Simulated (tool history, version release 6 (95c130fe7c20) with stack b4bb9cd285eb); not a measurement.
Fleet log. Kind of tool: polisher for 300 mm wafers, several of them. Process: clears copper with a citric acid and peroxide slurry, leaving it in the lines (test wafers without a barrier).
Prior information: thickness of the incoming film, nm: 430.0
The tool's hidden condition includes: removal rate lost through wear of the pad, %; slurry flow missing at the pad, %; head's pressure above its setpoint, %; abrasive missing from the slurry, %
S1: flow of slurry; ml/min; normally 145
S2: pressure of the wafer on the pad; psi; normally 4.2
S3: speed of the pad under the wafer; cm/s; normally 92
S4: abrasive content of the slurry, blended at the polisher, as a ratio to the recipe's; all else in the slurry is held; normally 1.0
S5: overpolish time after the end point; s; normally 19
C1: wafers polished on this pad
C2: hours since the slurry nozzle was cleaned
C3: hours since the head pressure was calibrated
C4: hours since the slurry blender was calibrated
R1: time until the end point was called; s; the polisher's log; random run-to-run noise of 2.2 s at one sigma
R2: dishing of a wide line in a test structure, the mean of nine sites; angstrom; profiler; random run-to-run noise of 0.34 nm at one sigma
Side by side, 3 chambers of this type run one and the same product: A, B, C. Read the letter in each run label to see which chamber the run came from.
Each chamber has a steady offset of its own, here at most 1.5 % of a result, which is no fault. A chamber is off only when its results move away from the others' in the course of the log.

{"run": "1A", "hour": 6.6, "S1": 145, "S2": 4.2, "S3": 92, "S4": 1.0, "S5": 19, "C1": 51, "C2": 160.8, "C3": 666.7, "C4": 99.4, "R1": 183.33, "R2": 225.46}
{"hour": 8.8, "done": "chamber C: worn pad replaced by a new one"}
{"run": "2B", "hour": 14.1, "S1": 145, "S2": 4.2, "S3": 92, "S4": 1.0, "S5": 19, "C1": 1188, "C2": 469.7, "C3": 528.4, "C4": 175.9, "R1": 182.2, "R2": 230.17}
{"run": "3C", "hour": 17.5, "S1": 145, "S2": 4.2, "S3": 92, "S4": 1.0, "S5": 19, "C1": 62, "C2": 294.8, "C3": 323.0, "C4": 134.1, "R1": 176.54, "R2": 223.83}
{"hour": 18.0, "done": "chamber B: worn pad replaced by a new one"}
{"hour": 20.3, "done": "chamber C: slurry nozzle cleaned"}
{"run": "4B", "hour": 23.3, "S1": 145, "S2": 4.2, "S3": 92, "S4": 1.0, "S5": 19, "C1": 38, "C2": 478.9, "C3": 537.6, "C4": 185.1, "R1": 184.67, "R2": 224.88}
{"run": "5A", "hour": 28.9, "S1": 180, "S2": 4.2, "S3": 92, "S4": 1.1, "S5": 19, "C1": 210, "C2": 183.1, "C3": 689.0, "C4": 121.7, "R1": 169.83, "R2": 235.54}
{"run": "6C", "hour": 32.1, "S1": 180, "S2": 4.2, "S3": 92, "S4": 1.1, "S5": 19, "C1": 166, "C2": 11.9, "C3": 337.6, "C4": 148.7, "R1": 169.75, "R2": 232.64}
{"run": "7A", "hour": 38.6, "S1": 180, "S2": 4.2, "S3": 92, "S4": 1.1, "S5": 19, "C1": 280, "C2": 192.8, "C3": 698.7, "C4": 131.4, "R1": 173.12, "R2": 236.4}
{"run": "8C", "hour": 42.6, "S1": 145, "S2": 4.2, "S3": 92, "S4": 1.0, "S5": 19, "C1": 241, "C2": 22.4, "C3": 348.1, "C4": 159.2, "R1": 175.17, "R2": 224.63}
{"run": "9B", "hour": 47.0, "S1": 145, "S2": 5.4, "S3": 114, "S4": 1.0, "S5": 19, "C1": 207, "C2": 502.6, "C3": 561.3, "C4": 208.8, "R1": 114.37, "R2": 289.61}
{"run": "10C", "hour": 51.0, "S1": 145, "S2": 5.4, "S3": 114, "S4": 1.0, "S5": 19, "C1": 301, "C2": 30.8, "C3": 356.5, "C4": 167.6, "R1": 113.58, "R2": 281.06}
{"run": "11A", "hour": 56.2, "S1": 145, "S2": 5.4, "S3": 114, "S4": 1.0, "S5": 19, "C1": 405, "C2": 210.4, "C3": 716.3, "C4": 149.0, "R1": 114.29, "R2": 280.5}
{"run": "12B", "hour": 62.7, "S1": 145, "S2": 4.2, "S3": 92, "S4": 1.0, "S5": 19, "C1": 319, "C2": 518.3, "C3": 577.0, "C4": 224.5, "R1": 187.72, "R2": 223.31}
{"hour": 68.6, "done": "chamber A: slurry blender recalibrated"}
{"run": "13C", "hour": 69.3, "S1": 145, "S2": 4.2, "S3": 92, "S4": 1.0, "S5": 19, "C1": 432, "C2": 49.1, "C3": 374.8, "C4": 185.9, "R1": 179.2, "R2": 224.6}
{"run": "14A", "hour": 74.9, "S1": 145, "S2": 4.2, "S3": 92, "S4": 1.0, "S5": 19, "C1": 539, "C2": 229.1, "C3": 735.0, "C4": 6.4, "R1": 177.0, "R2": 224.68}
{"run": "15B", "hour": 80.2, "S1": 145, "S2": 4.2, "S3": 92, "S4": 1.0, "S5": 19, "C1": 444, "C2": 535.8, "C3": 594.5, "C4": 242.0, "R1": 184.85, "R2": 226.46}
{"run": "16A", "hour": 84.5, "S1": 145, "S2": 4.2, "S3": 92, "S4": 1.0, "S5": 19, "C1": 608, "C2": 238.7, "C3": 744.6, "C4": 16.0, "R1": 178.92, "R2": 223.86}
{"run": "17C", "hour": 88.7, "S1": 145, "S2": 4.2, "S3": 92, "S4": 1.0, "S5": 19, "C1": 571, "C2": 68.5, "C3": 394.2, "C4": 205.3, "R1": 176.82, "R2": 229.54}
{"run": "18B", "hour": 92.4, "S1": 145, "S2": 4.2, "S3": 92, "S4": 1.0, "S5": 19, "C1": 532, "C2": 548.0, "C3": 606.7, "C4": 254.2, "R1": 184.19, "R2": 226.28}
{"run": "19C", "hour": 97.3, "S1": 170, "S2": 4.7, "S3": 92, "S4": 1.0, "S5": 19, "C1": 632, "C2": 77.1, "C3": 402.8, "C4": 213.9, "R1": 156.65, "R2": 239.93}
{"run": "20A", "hour": 104.6, "S1": 170, "S2": 4.7, "S3": 92, "S4": 1.0, "S5": 19, "C1": 751, "C2": 258.8, "C3": 764.7, "C4": 36.1, "R1": 158.22, "R2": 244.79}
{"run": "21B", "hour": 110.5, "S1": 170, "S2": 4.7, "S3": 92, "S4": 1.0, "S5": 19, "C1": 661, "C2": 566.1, "C3": 624.8, "C4": 272.3, "R1": 162.55, "R2": 250.54}
{"run": "22A", "hour": 115.9, "S1": 145, "S2": 4.2, "S3": 92, "S4": 1.0, "S5": 19, "C1": 832, "C2": 270.1, "C3": 776.0, "C4": 47.4, "R1": 176.89, "R2": 227.86}
{"run": "23C", "hour": 120.4, "S1": 145, "S2": 2.9, "S3": 92, "S4": 1.1, "S5": 19, "C1": 797, "C2": 100.2, "C3": 425.9, "C4": 237.0, "R1": 247.11, "R2": 177.4}
{"run": "24B", "hour": 124.4, "S1": 145, "S2": 2.9, "S3": 92, "S4": 1.1, "S5": 19, "C1": 760, "C2": 580.0, "C3": 638.7, "C4": 286.2, "R1": 256.66, "R2": 182.9}
{"run": "25C", "hour": 130.2, "S1": 145, "S2": 2.9, "S3": 92, "S4": 1.1, "S5": 19, "C1": 867, "C2": 110.0, "C3": 435.7, "C4": 246.8, "R1": 252.47, "R2": 181.34}
{"run": "26B", "hour": 137.1, "S1": 145, "S2": 4.2, "S3": 60, "S4": 1.0, "S5": 19, "C1": 851, "C2": 592.7, "C3": 651.4, "C4": 298.9, "R1": 283.26, "R2": 168.36}
{"hour": 139.4, "done": "chamber A: worn pad replaced by a new one"}
{"run": "27A", "hour": 143.6, "S1": 145, "S2": 4.2, "S3": 60, "S4": 1.0, "S5": 19, "C1": 30, "C2": 297.8, "C3": 803.7, "C4": 75.1, "R1": 269.2, "R2": 175.93}
{"run": "28A", "hour": 148.4, "S1": 145, "S2": 4.2, "S3": 60, "S4": 1.0, "S5": 19, "C1": 64, "C2": 302.6, "C3": 808.5, "C4": 79.9, "R1": 269.29, "R2": 171.34}
{"run": "29C", "hour": 154.4, "S1": 145, "S2": 4.2, "S3": 92, "S4": 1.0, "S5": 19, "C1": 1040, "C2": 134.2, "C3": 459.9, "C4": 271.0, "R1": 183.33, "R2": 222.49}
{"hour": 156.1, "done": "chamber B: worn pad replaced by a new one"}
{"run": "30B", "hour": 158.4, "S1": 145, "S2": 4.2, "S3": 92, "S4": 1.0, "S5": 19, "C1": 17, "C2": 614.0, "C3": 672.7, "C4": 320.2, "R1": 182.39, "R2": 222.94}
{"run": "31C", "hour": 165.3, "S1": 145, "S2": 4.2, "S3": 92, "S4": 1.0, "S5": 19, "C1": 1118, "C2": 145.1, "C3": 470.8, "C4": 281.9, "R1": 177.82, "R2": 228.71}
{"run": "32A", "hour": 171.3, "S1": 145, "S2": 4.2, "S3": 92, "S4": 1.0, "S5": 19, "C1": 228, "C2": 325.5, "C3": 831.4, "C4": 102.8, "R1": 179.92, "R2": 228.56}
{"hour": 174.6, "done": "chamber B: slurry nozzle cleaned"}
{"run": "33B", "hour": 176.5, "S1": 95, "S2": 4.2, "S3": 92, "S4": 1.0, "S5": 19, "C1": 146, "C2": 1.9, "C3": 690.8, "C4": 338.3, "R1": 202.24, "R2": 211.42}
{"run": "34A", "hour": 181.1, "S1": 95, "S2": 4.2, "S3": 92, "S4": 1.0, "S5": 19, "C1": 298, "C2": 335.3, "C3": 841.2, "C4": 112.6, "R1": 196.84, "R2": 215.12}
{"run": "35B", "hour": 188.5, "S1": 95, "S2": 4.2, "S3": 92, "S4": 1.0, "S5": 19, "C1": 232, "C2": 13.9, "C3": 702.8, "C4": 350.3, "R1": 200.81, "R2": 213.66}
{"run": "36C", "hour": 195.8, "S1": 145, "S2": 4.2, "S3": 92, "S4": 1.0, "S5": 19, "C1": 1336, "C2": 175.6, "C3": 501.3, "C4": 312.4, "R1": 183.81, "R2": 226.93}
{"run": "37C", "hour": 199.2, "S1": 145, "S2": 4.2, "S3": 92, "S4": 1.0, "S5": 19, "C1": 1360, "C2": 179.0, "C3": 504.7, "C4": 315.8, "R1": 183.25, "R2": 222.93}

For the next run the whole fleet of 3 chambers uses the same settings. Give each chamber's results:
{"run": "38A", "hour": 204.6, "S1": 145, "S2": 4.2, "S3": 92, "S4": 1.0, "S5": 19, "R1": "?", "R2": "?"}
{"run": "38B", "hour": 204.6, "S1": 145, "S2": 4.2, "S3": 92, "S4": 1.0, "S5": 19, "R1": "?", "R2": "?"}
{"run": "38C", "hour": 204.6, "S1": 145, "S2": 4.2, "S3": 92, "S4": 1.0, "S5": 19, "R1": "?", "R2": "?"}

run=38A R1=179.63 R2=225.34
run=38B R1=178.43 R2=221.88
run=38C R1=179.42 R2=229.82

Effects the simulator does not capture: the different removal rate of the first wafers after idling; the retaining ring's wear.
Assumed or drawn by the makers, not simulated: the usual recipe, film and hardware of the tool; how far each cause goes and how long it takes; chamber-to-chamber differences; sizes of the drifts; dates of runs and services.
